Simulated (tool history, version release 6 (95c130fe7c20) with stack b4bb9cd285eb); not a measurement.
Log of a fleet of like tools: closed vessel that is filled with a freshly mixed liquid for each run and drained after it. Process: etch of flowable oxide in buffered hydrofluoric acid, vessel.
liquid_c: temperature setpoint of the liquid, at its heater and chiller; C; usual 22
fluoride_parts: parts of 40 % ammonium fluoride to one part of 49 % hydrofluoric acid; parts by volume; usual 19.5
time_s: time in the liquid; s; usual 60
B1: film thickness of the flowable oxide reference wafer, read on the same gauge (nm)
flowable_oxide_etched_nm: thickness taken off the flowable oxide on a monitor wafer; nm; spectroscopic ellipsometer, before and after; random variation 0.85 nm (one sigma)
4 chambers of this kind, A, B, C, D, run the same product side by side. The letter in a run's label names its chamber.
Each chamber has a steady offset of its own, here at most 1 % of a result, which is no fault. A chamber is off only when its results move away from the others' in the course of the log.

run 1C day=0.454 | liquid_c=22 fluoride_parts=19.5 time_s=60 | B1=120.03 | flowable_oxide_etched_nm=85.124
run 2D day=0.825 | liquid_c=22 fluoride_parts=19.5 time_s=60 | B1=120 | flowable_oxide_etched_nm=85.173
run 3A day=1.212 | liquid_c=22 fluoride_parts=19.5 time_s=60 | B1=120 | flowable_oxide_etched_nm=86.053
run 4B day=1.725 | liquid_c=22 fluoride_parts=19.5 time_s=60 | B1=119.99 | flowable_oxide_etched_nm=87.408
-- day=2.125 chamber C: hydrofluoric acid flow meter replaced
run 5B day=2.329 | liquid_c=20 fluoride_parts=19.5 time_s=60 | B1=120.02 | flowable_oxide_etched_nm=75.827
run 6D day=2.875 | liquid_c=20 fluoride_parts=19.5 time_s=60 | B1=120.03 | flowable_oxide_etched_nm=76.713
run 7A day=3.346 | liquid_c=20 fluoride_parts=19.5 time_s=60 | B1=120.02 | flowable_oxide_etched_nm=76.941
run 8C day=3.738 | liquid_c=20 fluoride_parts=19.5 time_s=60 | B1=120 | flowable_oxide_etched_nm=77.537
run 9D day=4.142 | liquid_c=22 fluoride_parts=19.5 time_s=60 | B1=120.03 | flowable_oxide_etched_nm=86.177
run 10A day=4.638 | liquid_c=22 fluoride_parts=19.5 time_s=60 | B1=119.99 | flowable_oxide_etched_nm=86.489
run 11C day=5.017 | liquid_c=22 fluoride_parts=19.5 time_s=60 | B1=120 | flowable_oxide_etched_nm=86.332
run 12B day=5.608 | liquid_c=22 fluoride_parts=19.5 time_s=60 | B1=119.99 | flowable_oxide_etched_nm=86.2
run 13D day=6.171 | liquid_c=22 fluoride_parts=19.5 time_s=60 | B1=120 | flowable_oxide_etched_nm=86.272
run 14B day=6.558 | liquid_c=22 fluoride_parts=19.5 time_s=60 | B1=119.99 | flowable_oxide_etched_nm=86.339
run 15A day=7.021 | liquid_c=22 fluoride_parts=19.5 time_s=60 | B1=120.04 | flowable_oxide_etched_nm=85.735
run 16C day=7.354 | liquid_c=22 fluoride_parts=19.5 time_s=85 | B1=119.99 | flowable_oxide_etched_nm=122.34
run 17C day=7.733 | liquid_c=22 fluoride_parts=19.5 time_s=85 | B1=120.01 | flowable_oxide_etched_nm=120
run 18B day=8.033 | liquid_c=22 fluoride_parts=19.5 time_s=85 | B1=119.97 | flowable_oxide_etched_nm=119.91
run 19D day=8.55 | liquid_c=22 fluoride_parts=19.5 time_s=85 | B1=120 | flowable_oxide_etched_nm=125.73
run 20A day=9.004 | liquid_c=22 fluoride_parts=19.5 time_s=60 | B1=120 | flowable_oxide_etched_nm=85.633
run 21A day=9.5 | liquid_c=22 fluoride_parts=13.5 time_s=60 | B1=119.96 | flowable_oxide_etched_nm=125.25
run 22D day=9.833 | liquid_c=22 fluoride_parts=13.5 time_s=60 | B1=119.97 | flowable_oxide_etched_nm=125.34
run 23C day=10.212 | liquid_c=22 fluoride_parts=13.5 time_s=60 | B1=120.02 | flowable_oxide_etched_nm=123.25
run 24B day=10.562 | liquid_c=22 fluoride_parts=13.5 time_s=60 | B1=120.01 | flowable_oxide_etched_nm=123.31
run 25A day=11.029 | liquid_c=22 fluoride_parts=19.5 time_s=60 | B1=120.03 | flowable_oxide_etched_nm=85.769
run 26D day=11.617 | liquid_c=22 fluoride_parts=19.5 time_s=60 | B1=120.01 | flowable_oxide_etched_nm=89.511
run 27C day=12.188 | liquid_c=22 fluoride_parts=19.5 time_s=60 | B1=119.99 | flowable_oxide_etched_nm=86.755

All 4 chambers run these settings next. Forecast each chamber's results:
run 28A day=12.617 | liquid_c=23.5 fluoride_parts=19.5 time_s=60 | flowable_oxide_etched_nm=?
run 28B day=12.617 | liquid_c=23.5 fluoride_parts=19.5 time_s=60 | flowable_oxide_etched_nm=?
run 28C day=12.617 | liquid_c=23.5 fluoride_parts=19.5 time_s=60 | flowable_oxide_etched_nm=?
run 28D day=12.617 | liquid_c=23.5 fluoride_parts=19.5 time_s=60 | flowable_oxide_etched_nm=?

run=28A flowable_oxide_etched_nm=94.14
run=28B flowable_oxide_etched_nm=93.399
run=28C flowable_oxide_etched_nm=93.013
run=28D flowable_oxide_etched_nm=95.285
